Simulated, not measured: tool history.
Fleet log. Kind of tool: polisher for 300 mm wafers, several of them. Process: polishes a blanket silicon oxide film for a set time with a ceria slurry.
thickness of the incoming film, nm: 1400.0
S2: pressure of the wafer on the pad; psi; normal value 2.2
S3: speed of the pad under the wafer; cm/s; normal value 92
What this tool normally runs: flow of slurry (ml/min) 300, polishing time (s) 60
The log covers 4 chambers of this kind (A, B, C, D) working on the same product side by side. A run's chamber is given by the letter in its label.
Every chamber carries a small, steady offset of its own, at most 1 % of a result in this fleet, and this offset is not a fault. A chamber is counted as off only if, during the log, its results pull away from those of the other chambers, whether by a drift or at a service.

Run 1D, day 0.150: usual settings. Result: film removed (nm) 185.68.
Run 2C, day 0.271: usual settings. Result: film removed (nm) 186.60.
Run 3A, day 0.396: usual settings. Result: film removed (nm) 187.39.
Run 4B, day 0.483: usual settings. Result: film removed (nm) 187.62.
Run 5D, day 0.617: usual settings but polishing time (s) 42. Result: film removed (nm) 129.70.
Run 6B, day 0.804: usual settings but polishing time (s) 42. Result: film removed (nm) 130.45.
Run 7A, day 0.888: usual settings but polishing time (s) 42. Result: film removed (nm) 131.43.
Run 8C, day 1.062: usual settings but polishing time (s) 42. Result: film removed (nm) 130.09.
Run 9A, day 1.204: usual settings. Result: film removed (nm) 188.23.
At day 1.208: chamber D: worn pad replaced by a new one.
Run 10C, day 1.371: usual settings. Result: film removed (nm) 188.32.
Run 11D, day 1.538: usual settings. Result: film removed (nm) 185.77.
Run 12B, day 1.646: usual settings. Result: film removed (nm) 186.13.
Run 13A, day 1.800: usual settings. Result: film removed (nm) 188.81.
Run 14B, day 1.883: usual settings. Result: film removed (nm) 188.31.
Run 15D, day 2.025: usual settings. Result: film removed (nm) 186.92.
At day 2.083: chamber A: worn pad replaced by a new one.
Run 16C, day 2.154: usual settings. Result: film removed (nm) 191.50.
At day 2.296: chamber C: worn pad replaced by a new one.
Run 17B, day 2.338: usual settings. Result: film removed (nm) 185.86.
Run 18A, day 2.421: usual settings but flow of slurry (ml/min) 335. Result: film removed (nm) 189.86.
Run 19D, day 2.596: usual settings but flow of slurry (ml/min) 335. Result: film removed (nm) 189.07.
Run 20C, day 2.762: usual settings but flow of slurry (ml/min) 335. Result: film removed (nm) 195.57.
At day 2.812: chamber D: slurry nozzle cleaned.
Run 21B, day 2.883: usual settings but flow of slurry (ml/min) 335. Result: film removed (nm) 188.60.
Run 22C, day 3.008: usual settings. Result: film removed (nm) 194.45.
Run 23D, day 3.104: usual settings. Result: film removed (nm) 187.35.
Run 24A, day 3.221: usual settings. Result: film removed (nm) 189.71.
At day 3.254: chamber B: worn pad replaced by a new one.
Run 25B, day 3.371: usual settings. Result: film removed (nm) 184.63.
Run 26C, day 3.467: usual settings. Result: film removed (nm) 194.00.
Run 27D, day 3.629: usual settings. Result: film removed (nm) 185.88.
Run 28A, day 3.758: usual settings. Result: film removed (nm) 186.81.
Run 29B, day 3.892: usual settings. Result: film removed (nm) 184.37.
Run 30A, day 4.033: usual settings. Result: film removed (nm) 187.84.
Run 31D, day 4.162: usual settings. Result: film removed (nm) 185.15.
Run 32C, day 4.250: usual settings. Result: film removed (nm) 194.37.
Run 33C, day 4.358: usual settings. Result: film removed (nm) 194.68.
Run 34B, day 4.492: usual settings. Result: film removed (nm) 189.31.
At day 4.554: chamber B: slurry nozzle cleaned.
Run 35A, day 4.638: usual settings. Result: film removed (nm) 186.70.
Run 36D, day 4.767: usual settings but flow of slurry (ml/min) 210, S2 1.7 psi. Result: film removed (nm) 140.70.
At day 4.850: chamber B: head pressure recalibrated.
Run 37D, day 4.938: usual settings but flow of slurry (ml/min) 210, S2 1.7 psi. Result: film removed (nm) 138.70.
Run 38C, day 5.112: usual settings but flow of slurry (ml/min) 210, S2 1.7 psi. Result: film removed (nm) 148.24.
Run 39A, day 5.279: usual settings but flow of slurry (ml/min) 210, S2 1.7 psi. Result: film removed (nm) 140.10.
Run 40B, day 5.396: usual settings. Result: film removed (nm) 188.71.
Run 41C, day 5.554: usual settings. Result: film removed (nm) 199.27.
Run 42B, day 5.721: usual settings. Result: film removed (nm) 186.98.
Run 43A, day 5.904: usual settings. Result: film removed (nm) 188.00.

For the next run the whole fleet of 4 chambers uses the same settings. Give each chamber's results:
Run 44A, day 6.038: usual settings. Result: film removed (nm) ?.
Run 44B, day 6.038: usual settings. Result: film removed (nm) ?.
Run 44C, day 6.038: usual settings. Result: film removed (nm) ?.
Run 44D, day 6.038: usual settings. Result: film removed (nm) ?.

run  film removed (nm)
44A             188.39
44B             189.80
44C             200.59
44D             187.32
